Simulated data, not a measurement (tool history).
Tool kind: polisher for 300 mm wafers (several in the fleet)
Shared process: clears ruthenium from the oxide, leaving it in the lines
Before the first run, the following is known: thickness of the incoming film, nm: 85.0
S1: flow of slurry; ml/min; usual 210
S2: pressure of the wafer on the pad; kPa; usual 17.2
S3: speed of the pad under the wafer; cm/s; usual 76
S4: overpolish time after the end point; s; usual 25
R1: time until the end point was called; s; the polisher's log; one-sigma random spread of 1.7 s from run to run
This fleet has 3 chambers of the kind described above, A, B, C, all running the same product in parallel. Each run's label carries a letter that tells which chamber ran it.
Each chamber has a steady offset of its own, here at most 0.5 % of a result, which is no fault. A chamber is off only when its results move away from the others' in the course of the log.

run   hour   S1    S2  S3  S4      R1
       3.9  -- chamber B: worn pad replaced by a new one
 1C    5.6  210  17.2  76  25  88.783
 2B   10.8  210  17.2  76  25  91.851
 3A   15.0  210  17.2  76  25  90.268
 4A   19.1  210  17.2  76  25  89.474
 5B   24.8  210  17.2  98  35  69.646
 6C   30.7  210  17.2  98  35  70.857
 7B   36.8  210  17.2  98  35  71.226
      38.2  -- chamber A: worn pad replaced by a new one
 8A   39.6  210  17.2  76  25  87.398
 9C   43.0  210  17.2  76  25  92.984
10A   46.6  210  17.2  76  25  89.518
11B   50.4  210  17.2  76  25  90.414
12C   55.3  210  17.2  76  25  89.871
13A   58.7  210  17.2  76  25  89.328
14C   61.6  210  17.2  76  25  90.292
15B   67.6  210  21.4  92  25  59.354
16B   72.0  210  21.4  92  25  60.399
      76.5  -- chamber A: head pressure recalibrated
17A   78.2  210  21.4  92  25  60.042
18C   82.0  210  17.2  76  25  89.064
      87.2  -- chamber B: worn pad replaced by a new one
19B   87.2  210  17.2  76  25  90.459
20A   92.3  210  19.3  76  33  80.895
21C   98.5  210  19.3  76  33  79.704
22A  103.6  210  19.3  76  33  81.383
23C  108.2  210  17.2  76  25  91.120
24B  114.4  210  17.2  76  25  89.601

The same settings go to every chamber for the next run, one line per chamber below. Forecast the results for each:
25A  118.9  210  17.2  76  25   ?
25B  118.9  210  17.2  76  25   ?
25C  118.9  210  17.2  76  25   ?

run      R1
25A  90.508
25B  90.973
25C  91.162

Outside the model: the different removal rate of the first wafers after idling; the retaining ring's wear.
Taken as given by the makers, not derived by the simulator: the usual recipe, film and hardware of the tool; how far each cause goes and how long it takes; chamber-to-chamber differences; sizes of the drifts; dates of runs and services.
